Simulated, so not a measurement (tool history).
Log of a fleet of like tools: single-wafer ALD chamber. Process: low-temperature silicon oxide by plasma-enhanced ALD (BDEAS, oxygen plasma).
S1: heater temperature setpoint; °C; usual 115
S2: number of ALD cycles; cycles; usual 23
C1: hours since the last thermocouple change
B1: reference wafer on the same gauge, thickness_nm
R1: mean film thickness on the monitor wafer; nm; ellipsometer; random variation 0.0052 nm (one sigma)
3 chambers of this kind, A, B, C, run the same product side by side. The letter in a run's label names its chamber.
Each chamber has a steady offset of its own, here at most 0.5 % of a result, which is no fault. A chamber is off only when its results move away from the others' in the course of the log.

| run | day | S1 | S2 | C1 | B1 | R1 |
|---|---|---|---|---|---|---|
| 1B | 0.65 | 115 | 23 | 233.8 | 3.2206 | 3.1955 |
| 2A | 1.054 | 115 | 23 | 1885.1 | 3.2199 | 3.203 |
| 3C | 1.425 | 115 | 23 | 350.2 | 3.2219 | 3.205 |
| 4B | 1.867 | 115 | 23 | 263 | 3.2239 | 3.2055 |
| 5C | 2.412 | 109 | 23 | 373.9 | 3.2223 | 3.2589 |
| 6A | 2.858 | 109 | 23 | 1928.4 | 3.2241 | 3.2507 |
| 7A | 3.196 | 109 | 23 | 1936.5 | 3.2235 | 3.2415 |
| 8B | 3.633 | 108 | 23 | 305.4 | 3.2241 | 3.2415 |
| 9C | 4.221 | 108 | 23 | 417.3 | 3.2245 | 3.2612 |
| 10B | 4.879 | 108 | 23 | 335.3 | 3.2254 | 3.2447 |
| 11A | 5.4 | 106 | 27 | 1989.4 | 3.2264 | 3.8324 |
| 12C | 5.867 | 106 | 27 | 456.8 | 3.2275 | 3.8334 |
| 13B | 6.517 | 106 | 27 | 374.6 | 3.2264 | 3.8226 |
| 14A | 6.833 | 115 | 23 | 2023.8 | 3.2271 | 3.2088 |
| 15C | 7.167 | 115 | 23 | 488 | 3.2271 | 3.2179 |
| 16C | 7.479 | 115 | 23 | 495.5 | 3.229 | 3.2157 |
| 17A | 7.879 | 115 | 23 | 2048.9 | 3.2292 | 3.2116 |
| 18B | 8.392 | 103 | 26 | 419.6 | 3.2292 | 3.7141 |
| 19B | 9.033 | 103 | 26 | 435 | 3.23 | 3.7099 |
| 20A | 9.342 | 103 | 26 | 2084 | 3.2314 | 3.714 |
| 21C | 9.921 | 115 | 23 | 554.1 | 3.2311 | 3.2186 |
| 22A | 10.433 | 108 | 19 | 2110.2 | 3.2318 | 2.6961 |
| 23B | 10.758 | 108 | 19 | 476.4 | 3.2327 | 2.6846 |
| 24C | 11.212 | 108 | 19 | 585.1 | 3.2328 | 2.6939 |
| 25A | 11.625 | 115 | 23 | 2138.8 | 3.2322 | 3.2186 |
| 26C | 12.196 | 115 | 23 | 608.7 | 3.2335 | 3.2203 |
| 27B | 12.821 | 115 | 23 | 525.9 | 3.2346 | 3.2079 |
| 28A | 13.15 | 115 | 23 | 2175.4 | 3.2351 | 3.2194 |
| 29C | 13.575 | 115 | 23 | 641.8 | 3.2357 | 3.2173 |
| 30B | 13.925 | 107 | 25 | 552.4 | 3.235 | 3.5433 |
| 31A | 14.446 | 107 | 25 | 2206.5 | 3.2365 | 3.5476 |
| 32C | 15.042 | 107 | 25 | 677 | 3.2351 | 3.551 |
| 33B | 15.404 | 115 | 23 | 587.9 | 3.2371 | 3.2166 |
| 34A | 16.033 | 115 | 23 | 2244.6 | 3.2385 | 3.2338 |
| 35B | 16.371 | 115 | 23 | 611.1 | 3.2385 | 3.219 |
| 36C | 16.717 | 115 | 23 | 717.2 | 3.2396 | 3.2211 |
| 37C | 17.292 | 107 | 21 | 731 | 3.2389 | 2.9869 |
| 38A | 17.846 | 107 | 21 | 2288.1 | 3.2402 | 2.9919 |
| 39B | 18.504 | 107 | 21 | 662.3 | 3.2403 | 2.977 |
| 40A | 18.833 | 102 | 26 | 2311.8 | 3.2423 | 3.7358 |

Next, every chamber runs the same settings. What will each give?
| 41A | 19.312 | 127 | 23 |  |  | ? |
| 41B | 19.312 | 127 | 23 |  |  | ? |
| 41C | 19.312 | 127 | 23 |  |  | ? |

| run | R1 |
|---|---|
| 41A | 3.1642 |
| 41B | 3.152 |
| 41C | 3.1445 |

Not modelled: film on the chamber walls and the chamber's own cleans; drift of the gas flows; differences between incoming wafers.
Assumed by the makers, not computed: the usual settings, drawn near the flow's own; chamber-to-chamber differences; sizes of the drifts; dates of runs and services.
